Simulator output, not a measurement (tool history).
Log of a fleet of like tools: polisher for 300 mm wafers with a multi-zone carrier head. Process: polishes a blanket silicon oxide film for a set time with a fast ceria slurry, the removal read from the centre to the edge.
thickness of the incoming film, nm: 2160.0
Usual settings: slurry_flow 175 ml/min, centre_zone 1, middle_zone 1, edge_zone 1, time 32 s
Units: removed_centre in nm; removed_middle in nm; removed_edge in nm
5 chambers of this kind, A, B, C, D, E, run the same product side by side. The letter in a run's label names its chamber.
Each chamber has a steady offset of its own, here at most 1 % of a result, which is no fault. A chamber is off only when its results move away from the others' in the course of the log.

run	hour	slurry_flow	centre_zone	middle_zone	edge_zone	time	removed_centre	removed_middle	removed_edge
# hour 3.4: chamber D: worn pad replaced by a new one
1E	14.4	175	1	1	1	32	728.59	735.72	734.25
2A	28.2	175	1	1	1	32	732.01	730.4	729.31
# hour 34.6: chamber E: worn pad replaced by a new one
3D	35.9	175	1	1	1	32	725.34	724.43	727.99
# hour 37.1: chamber A: worn pad replaced by a new one
4B	44.3	175	1	1	1	32	740.34	731.83	728.09
5C	53.5	175	1.05	1	1	29	704.74	657.27	668.2
# hour 68.6: chamber C: worn pad replaced by a new one
6C	68.8	175	1.05	1	1	29	701.99	657.38	659.58
# hour 79.6: chamber A: slurry nozzle cleaned
# hour 81.2: chamber B: worn pad replaced by a new one
7B	85.1	175	1.05	1	1	29	702.51	674.02	651.85
# hour 93.3: chamber B: edge zone pressure recalibrated
8D	100.6	175	1.05	1	1	29	691.37	659.15	670.25
9E	109.7	175	1.05	1	1	29	694.63	667.11	659.36
# hour 112: chamber D: worn pad replaced by a new one
# hour 114.3: chamber E: slurry nozzle cleaned
# hour 116.9: chamber A: worn pad replaced by a new one
10A	118.4	175	1	1	1	32	738.43	741.73	738.33
# hour 121.6: chamber E: worn pad replaced by a new one
11E	130.8	175	0.93	1.11	1	32	678.45	806.85	739.32
# hour 139.3: chamber A: centre zone pressure recalibrated
12C	143.6	175	0.93	1.11	1	32	679.12	797.52	727.89
# hour 148.1: chamber B: slurry nozzle cleaned
13D	150.7	175	0.93	1.11	1	32	681.8	818.36	722.42
# hour 158: chamber B: worn pad replaced by a new one
14A	166.4	175	0.93	1.11	1	32	679.89	803.12	726.72
15B	175.3	175	0.93	1.11	1	32	678.46	802.61	722.81
# hour 176.4: chamber C: worn pad replaced by a new one
# hour 183.9: chamber E: centre zone pressure recalibrated
# hour 185.7: chamber D: edge zone pressure recalibrated
16B	187.6	175	1	1	1	32	728.61	720.72	726.58
# hour 191.4: chamber A: worn pad replaced by a new one
17E	197.1	175	1	1	1	32	726.37	722.88	739.99
18C	208	175	1	1	1.11	32	735.82	734.79	767.01
# hour 210.4: chamber D: centre zone pressure recalibrated
# hour 214.9: chamber C: edge zone pressure recalibrated
# hour 216.5: chamber E: worn pad replaced by a new one
19A	219.7	175	1	1	1.11	32	736.96	735.34	779.3
# hour 221.7: chamber D: worn pad replaced by a new one
20D	228	175	1	1	1.11	32	735.86	746.22	769.37
# hour 231.9: chamber B: worn pad replaced by a new one
# hour 239.9: chamber C: centre zone pressure recalibrated
21D	240.5	175	1	1	1.11	32	737.64	731.45	769.3
22C	253.9	175	1	1	1.11	32	735.3	749.86	762.79
23E	263	175	1	1	1	32	724.22	732.93	731.53
24A	270.5	175	1	1	1	32	733.11	729	724.64
# hour 282.3: chamber A: worn pad replaced by a new one
25B	282.4	175	1	1	1	32	735.76	733.83	738.68
# hour 285.2: chamber C: worn pad replaced by a new one
# hour 291.6: chamber E: worn pad replaced by a new one
26B	292.1	175	1	1	1	32	732.6	729.89	717.98
27C	299.7	175	1	1	1	32	742.76	731.81	721.39
28E	306.8	175	1	1	1	32	730.7	723.55	743.47
# hour 309.4: chamber B: worn pad replaced by a new one
29D	320	175	1	1	1	32	728.66	736.42	724.39
30A	329	175	1	1	1	32	732.92	726.52	725.56
# hour 330: chamber D: worn pad replaced by a new one
31A	341	175	1	1	1	32	738.15	734.8	726.39
32D	351.2	175	1	1	1	32	743.1	744.41	732.41
33E	360.7	175	1	1	1	32	724.33	723.57	726.88
34B	373.5	175	1	1	1	32	734.32	732.18	728.75
# hour 380.6: chamber B: slurry nozzle cleaned
# hour 383.1: chamber C: slurry nozzle cleaned
# hour 383.2: chamber E: worn pad replaced by a new one
35C	386	175	1	1	1	32	736.73	717.03	715.4
# hour 394.2: chamber B: worn pad replaced by a new one
36E	396.3	175	1	1.06	1	32	728.4	782.77	735.87
37C	405.2	175	1	1.06	1	32	738.53	777.56	734.32
# hour 413.7: chamber B: edge zone pressure recalibrated
38D	415.6	175	1	1.06	1	32	740.83	766.39	726.91
39B	428.4	175	1	1.06	1	32	733.58	774.16	739.03

What goes on in this fleet: one chamber off, a drifting gauge, or nothing beyond the chambers' own small offsets? Name the chamber and the cause, if any.

No chamber stands off beyond its own small offset, and the gauge holds steady.

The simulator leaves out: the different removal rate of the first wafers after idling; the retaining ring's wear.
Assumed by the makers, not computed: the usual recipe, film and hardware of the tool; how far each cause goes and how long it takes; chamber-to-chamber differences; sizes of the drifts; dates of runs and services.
